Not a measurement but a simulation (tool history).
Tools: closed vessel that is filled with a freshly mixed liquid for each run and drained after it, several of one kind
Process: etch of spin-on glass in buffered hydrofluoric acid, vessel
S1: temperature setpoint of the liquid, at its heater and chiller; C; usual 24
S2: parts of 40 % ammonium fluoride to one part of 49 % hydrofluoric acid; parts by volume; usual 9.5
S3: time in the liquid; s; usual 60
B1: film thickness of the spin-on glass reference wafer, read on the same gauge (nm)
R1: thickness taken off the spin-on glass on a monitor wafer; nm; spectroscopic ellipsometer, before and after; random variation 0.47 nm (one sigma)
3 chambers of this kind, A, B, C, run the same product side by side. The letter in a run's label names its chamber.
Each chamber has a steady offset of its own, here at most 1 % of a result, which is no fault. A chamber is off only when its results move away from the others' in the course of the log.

| run | day | S1 | S2 | S3 | B1 | R1 |
|---|---|---|---|---|---|---|
| 1B | 0.196 | 24 | 9.5 | 60 | 69.994 | 139.94 |
| 2C | 0.383 | 24 | 9.5 | 60 | 70.015 | 138.77 |
| 3A | 0.571 | 24 | 9.5 | 60 | 69.978 | 138.5 |
| 4A | 0.779 | 24 | 9.5 | 60 | 70.029 | 139.4 |
| 5B | 1.008 | 24 | 9.5 | 60 | 70.019 | 140.5 |
| 6C | 1.188 | 22 | 9.5 | 70 | 70.021 | 145.41 |
| 7C | 1.55 | 22 | 9.5 | 70 | 69.998 | 144.74 |
| 8B | 1.729 | 22 | 9.5 | 70 | 69.988 | 146.32 |
| 9A | 2.075 | 24 | 9.5 | 60 | 69.986 | 140.06 |
| 10A | 2.35 | 24 | 9.5 | 60 | 69.97 | 138.28 |
| 11C | 2.733 | 24 | 9.5 | 60 | 69.989 | 139.23 |
| 12B | 3.083 | 24 | 9.5 | 60 | 69.966 | 140.59 |
| 13A | 3.338 | 24 | 9.5 | 60 | 69.967 | 139.29 |
| 14B | 3.538 | 24 | 9.5 | 60 | 69.991 | 140.72 |
| 15C | 3.779 | 24 | 9.5 | 60 | 70.003 | 139.48 |
|  | 3.912 | chamber B: hydrofluoric acid flow meter replaced |
| 16C | 4.129 | 24 | 9.5 | 60 | 70.042 | 138.56 |
| 17A | 4.367 | 24 | 9.5 | 60 | 69.962 | 139.34 |
| 18B | 4.621 | 27.5 | 9.5 | 60 | 70.017 | 170.38 |
| 19A | 4.971 | 27.5 | 9.5 | 60 | 70.034 | 168.38 |
| 20B | 5.258 | 27.5 | 9.5 | 60 | 70.006 | 169.51 |
| 21C | 5.475 | 24 | 8 | 60 | 70.016 | 163.08 |
| 22C | 5.696 | 24 | 8 | 60 | 69.988 | 162.69 |
| 23B | 6.067 | 24 | 8 | 60 | 70.045 | 164.33 |
| 24A | 6.425 | 24 | 9.5 | 60 | 69.982 | 139.69 |
| 25C | 6.788 | 24 | 9.5 | 60 | 69.977 | 138.13 |
| 26B | 7.1 | 24 | 9.5 | 60 | 69.985 | 139.9 |
| 27A | 7.396 | 24 | 9.5 | 60 | 69.977 | 139.29 |
| 28B | 7.679 | 24 | 9.5 | 60 | 70.012 | 139.54 |
| 29C | 7.958 | 24 | 9.5 | 60 | 70.006 | 138.42 |
| 30A | 8.262 | 24 | 9.5 | 60 | 69.988 | 139.15 |
| 31B | 8.588 | 28.5 | 9.5 | 30 | 69.981 | 89.746 |
| 32A | 8.942 | 28.5 | 9.5 | 30 | 70.033 | 88.756 |
| 33C | 9.188 | 28.5 | 9.5 | 30 | 69.981 | 87.943 |
| 34C | 9.512 | 24 | 9.5 | 60 | 70.024 | 138.4 |
| 35B | 9.896 | 24 | 9.5 | 60 | 69.996 | 140.3 |
| 36A | 10.225 | 24 | 9.5 | 60 | 70.046 | 139.21 |
| 37A | 10.538 | 24 | 9.5 | 60 | 69.999 | 139.25 |
| 38B | 10.754 | 24 | 9.5 | 60 | 69.979 | 141.26 |
| 39C | 11.021 | 27.5 | 9.5 | 75 | 69.978 | 207.63 |
| 40B | 11.321 | 27.5 | 9.5 | 75 | 70.014 | 212.35 |
| 41C | 11.583 | 27.5 | 9.5 | 75 | 69.998 | 208.74 |
| 42A | 11.858 | 24 | 9.5 | 60 | 69.964 | 138.2 |
| 43C | 12.117 | 28.5 | 9.5 | 60 | 70.032 | 175.12 |

All 3 chambers run these settings next. Forecast each chamber's results:
| 44A | 12.396 | 24 | 9.5 | 60 |  | ? |
| 44B | 12.396 | 24 | 9.5 | 60 |  | ? |
| 44C | 12.396 | 24 | 9.5 | 60 |  | ? |

| run | R1 |
|---|---|
| 44A | 139.49 |
| 44B | 141.12 |
| 44C | 138.51 |

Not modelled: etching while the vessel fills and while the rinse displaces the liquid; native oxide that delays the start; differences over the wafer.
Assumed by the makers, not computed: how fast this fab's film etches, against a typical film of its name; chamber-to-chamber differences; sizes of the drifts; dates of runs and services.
